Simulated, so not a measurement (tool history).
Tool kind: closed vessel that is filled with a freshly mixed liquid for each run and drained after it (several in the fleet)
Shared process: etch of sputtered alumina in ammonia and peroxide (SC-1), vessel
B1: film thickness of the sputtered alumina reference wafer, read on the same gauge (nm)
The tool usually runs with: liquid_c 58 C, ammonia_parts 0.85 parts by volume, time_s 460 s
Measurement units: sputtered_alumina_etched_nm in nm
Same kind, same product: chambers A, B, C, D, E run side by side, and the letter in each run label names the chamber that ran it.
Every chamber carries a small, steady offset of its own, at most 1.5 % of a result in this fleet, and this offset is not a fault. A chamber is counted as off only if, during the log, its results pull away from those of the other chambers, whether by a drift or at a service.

run 1C hour=5.4 | liquid_c=58 ammonia_parts=0.85 time_s=460 | B1=30.02 | sputtered_alumina_etched_nm=24.51
run 2B hour=8 | liquid_c=58 ammonia_parts=0.85 time_s=460 | B1=29.989 | sputtered_alumina_etched_nm=23.934
run 3A hour=12.2 | liquid_c=58 ammonia_parts=0.85 time_s=460 | B1=29.995 | sputtered_alumina_etched_nm=23.897
run 4E hour=16.1 | liquid_c=58 ammonia_parts=0.85 time_s=460 | B1=29.994 | sputtered_alumina_etched_nm=23.526
run 5D hour=18.9 | liquid_c=58 ammonia_parts=0.85 time_s=460 | B1=29.991 | sputtered_alumina_etched_nm=23.838
run 6E hour=22.1 | liquid_c=58 ammonia_parts=0.85 time_s=460 | B1=30.009 | sputtered_alumina_etched_nm=23.603
run 7A hour=27.4 | liquid_c=58 ammonia_parts=0.85 time_s=460 | B1=29.994 | sputtered_alumina_etched_nm=23.655
run 8C hour=32.8 | liquid_c=58 ammonia_parts=0.85 time_s=460 | B1=29.999 | sputtered_alumina_etched_nm=24.721
run 9D hour=35.8 | liquid_c=58 ammonia_parts=0.85 time_s=460 | B1=29.983 | sputtered_alumina_etched_nm=23.846
run 10B hour=39.5 | liquid_c=58 ammonia_parts=0.85 time_s=355 | B1=29.98 | sputtered_alumina_etched_nm=18.656
run 11C hour=44.3 | liquid_c=58 ammonia_parts=0.85 time_s=355 | B1=29.996 | sputtered_alumina_etched_nm=18.757
run 12E hour=49.1 | liquid_c=58 ammonia_parts=0.85 time_s=355 | B1=30.005 | sputtered_alumina_etched_nm=18.439
run 13D hour=51.7 | liquid_c=58 ammonia_parts=0.85 time_s=355 | B1=30.004 | sputtered_alumina_etched_nm=18.447
run 14A hour=56.3 | liquid_c=58 ammonia_parts=0.85 time_s=355 | B1=30.018 | sputtered_alumina_etched_nm=18.516
run 15B hour=59.6 | liquid_c=67.5 ammonia_parts=0.85 time_s=460 | B1=29.989 | sputtered_alumina_etched_nm=39.151
run 16E hour=62.8 | liquid_c=67.5 ammonia_parts=0.85 time_s=460 | B1=29.995 | sputtered_alumina_etched_nm=38.735
run 17B hour=66.1 | liquid_c=67.5 ammonia_parts=0.85 time_s=460 | B1=30.004 | sputtered_alumina_etched_nm=39.053
-- hour=69.9 chamber D: new drum of ammonia solution connected
run 18C hour=71.3 | liquid_c=67.5 ammonia_parts=0.85 time_s=460 | B1=30.001 | sputtered_alumina_etched_nm=40.075
run 19D hour=74.9 | liquid_c=67.5 ammonia_parts=0.85 time_s=460 | B1=30.038 | sputtered_alumina_etched_nm=38.716
run 20A hour=80.3 | liquid_c=58 ammonia_parts=0.85 time_s=460 | B1=30.003 | sputtered_alumina_etched_nm=23.709
-- hour=80.9 chamber A: new drum of ammonia solution connected
run 21D hour=85.7 | liquid_c=54.5 ammonia_parts=1.15 time_s=460 | B1=30 | sputtered_alumina_etched_nm=20.177
-- hour=89.9 chamber E: thermometer replaced
run 22A hour=90.6 | liquid_c=54.5 ammonia_parts=1.15 time_s=460 | B1=29.994 | sputtered_alumina_etched_nm=20.551
run 23C hour=94.4 | liquid_c=54.5 ammonia_parts=1.15 time_s=460 | B1=29.989 | sputtered_alumina_etched_nm=21.3
run 24B hour=97.8 | liquid_c=54.5 ammonia_parts=1.15 time_s=460 | B1=30.009 | sputtered_alumina_etched_nm=20.455
run 25E hour=101 | liquid_c=54.5 ammonia_parts=1.15 time_s=460 | B1=29.982 | sputtered_alumina_etched_nm=20.335
-- hour=102.5 chamber E: new drum of ammonia solution connected
run 26D hour=105.8 | liquid_c=58 ammonia_parts=0.85 time_s=460 | B1=29.995 | sputtered_alumina_etched_nm=23.802
run 27A hour=109.5 | liquid_c=58 ammonia_parts=0.85 time_s=460 | B1=30 | sputtered_alumina_etched_nm=23.88
run 28C hour=113.7 | liquid_c=58 ammonia_parts=0.85 time_s=460 | B1=30.002 | sputtered_alumina_etched_nm=25.334
run 29B hour=117.2 | liquid_c=58 ammonia_parts=0.85 time_s=460 | B1=30.055 | sputtered_alumina_etched_nm=24.229
run 30E hour=122.3 | liquid_c=58 ammonia_parts=0.85 time_s=460 | B1=30.02 | sputtered_alumina_etched_nm=23.963
run 31A hour=125.2 | liquid_c=58 ammonia_parts=0.85 time_s=460 | B1=30.006 | sputtered_alumina_etched_nm=23.784

Has any chamber moved away from the others, gradually or after a service, or does the common gauge drift, or do the chambers differ only by their own small steady offsets? State the chamber and the most likely cause if one applies.

It is chamber C that slowly wanders off from its peers.
Cause: liquid hotter than its thermometer reads (K) = 0.942.

Here are 4 candidates for chamber C's next run, each the usual settings with a change, their results left as question marks. Which one brings its results back in line with what the others give on the usual settings?
A result is in line if it is within this distance of the other chambers' mean on the usual settings: sputtered_alumina_etched_nm 0.56 nm
run 32C-1 hour=129.1 | liquid_c=59 ammonia_parts=0.85 time_s=490 | sputtered_alumina_etched_nm=?
run 32C-2 hour=129.1 | liquid_c=58 ammonia_parts=0.85 time_s=490 | sputtered_alumina_etched_nm=?
run 32C-3 hour=129.1 | liquid_c=57.5 ammonia_parts=0.85 time_s=445 | sputtered_alumina_etched_nm=?
run 32C-4 hour=129.1 | liquid_c=57 ammonia_parts=0.85 time_s=430 | sputtered_alumina_etched_nm=?

What the other chambers average on the usual settings: sputtered_alumina_etched_nm 23.987 nm
run=32C-1 sputtered_alumina_etched_nm=28.622
run=32C-2 sputtered_alumina_etched_nm=27.172
run=32C-3 sputtered_alumina_etched_nm=24.046
run=32C-4 sputtered_alumina_etched_nm=22.628
The right change is 32C-3: it brings the chamber back within the allowed miss of the others.
